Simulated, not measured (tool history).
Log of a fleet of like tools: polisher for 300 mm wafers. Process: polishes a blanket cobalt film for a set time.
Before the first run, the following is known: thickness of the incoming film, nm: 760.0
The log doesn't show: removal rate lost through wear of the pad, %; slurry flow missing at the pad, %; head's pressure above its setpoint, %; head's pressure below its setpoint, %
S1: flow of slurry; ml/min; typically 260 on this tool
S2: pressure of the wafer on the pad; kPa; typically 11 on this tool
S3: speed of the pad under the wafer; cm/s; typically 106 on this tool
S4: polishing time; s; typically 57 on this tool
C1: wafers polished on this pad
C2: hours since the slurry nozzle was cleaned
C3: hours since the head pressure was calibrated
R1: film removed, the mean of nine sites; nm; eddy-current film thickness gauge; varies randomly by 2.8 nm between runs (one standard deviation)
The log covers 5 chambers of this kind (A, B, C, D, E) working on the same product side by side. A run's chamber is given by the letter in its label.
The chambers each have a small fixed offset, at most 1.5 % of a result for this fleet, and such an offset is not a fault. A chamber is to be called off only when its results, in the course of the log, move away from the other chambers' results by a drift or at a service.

run   hour   S1  S2   S3  S4    C1     C2     C3      R1
 1D    3.3  260  11  106  57   762  266.5    314  209.75
 2B    7.7  260  11  106  57   670  314.1  487.8  215.55
      10.9  -- chamber A: worn pad replaced by a new one
 3C   12.1  260  11  106  57   189  111.8  507.9  210.04
 4E   15.9  260  11  106  57   488   74.7  438.6  216.29
      17.2  -- chamber E: worn pad replaced by a new one
 5A     18  260  11  106  57    68  377.6  415.2  205.67
 6B   20.5  260  11  106  57   792  326.9  500.6  210.78
 7D   24.7  260  11  106  57   965  287.9  335.4  213.55
 8E   29.3  260  11  106  57   115   88.1    452  212.46
 9A   33.8  260  11  106  57   218  393.4    431  214.38
10C   37.1  260  11  106  57   427  136.8  532.9  211.24
11E   40.2  260  11  106  57   219     99  462.9  220.24
12D   44.6  260  11  106  57  1155  307.8  355.3  212.23
13A   46.6  260  11  106  57   340  406.2  443.8  214.65
14B   50.7  260  11  106  57  1080  357.1  530.8  209.71
15C   52.7  260  11  106  57   575  152.4  548.5  213.91
16E   56.2  260  11  106  57   371    115  478.9  213.53
      57.1  -- chamber A: worn pad replaced by a new one
17A   58.7  260  11  118  57    15  418.3  455.9  234.12
18D     61  260  11  118  57  1311  324.2  371.7  229.18
19C     63  260  11  118  57   673  162.7  558.8  234.29
20B   66.1  260  11  118  57  1226  372.5  546.2  225.06
21D   70.2  260  11  118  57  1398  333.4  380.9  230.76
22E   73.3  260  11  106  57   534  132.1    496  212.63
      75.7  -- chamber E: worn pad replaced by a new one
23C   76.9  215  11  106  43   806  176.6  572.7  153.48
      79.4  -- chamber D: worn pad replaced by a new one
24A   79.9  215  11  106  43   217  439.5  477.1  154.63
      82.5  -- chamber A: slurry nozzle cleaned
25B   84.4  215  11  106  43  1400  390.8  564.5  148.85
26D   88.8  215  11  106  43    90    352  399.5  153.12
27C   93.3  215  11  106  43   962    193  589.1  155.15
28B   97.2  260  11  106  57  1522  403.6  577.3  197.17
29A   99.1  260  11  106  57   400   16.6  496.3  215.42
30E  101.5  260  11  106  57   245  160.3  524.2  215.29
31C  105.2  260  11  106  57  1075  204.9    601  211.73

All chambers now run identical settings, listed one chamber a line with results as question marks. What results will each chamber show?
32A  108.4  260  11  106  70               ?
32B  108.4  260  11  106  70               ?
32C  108.4  260  11  106  70               ?
32D  108.4  260  11  106  70               ?
32E  108.4  260  11  106  70               ?

run      R1
32A  262.01
32B  237.08
32C  257.42
32D  263.78
32E  262.36
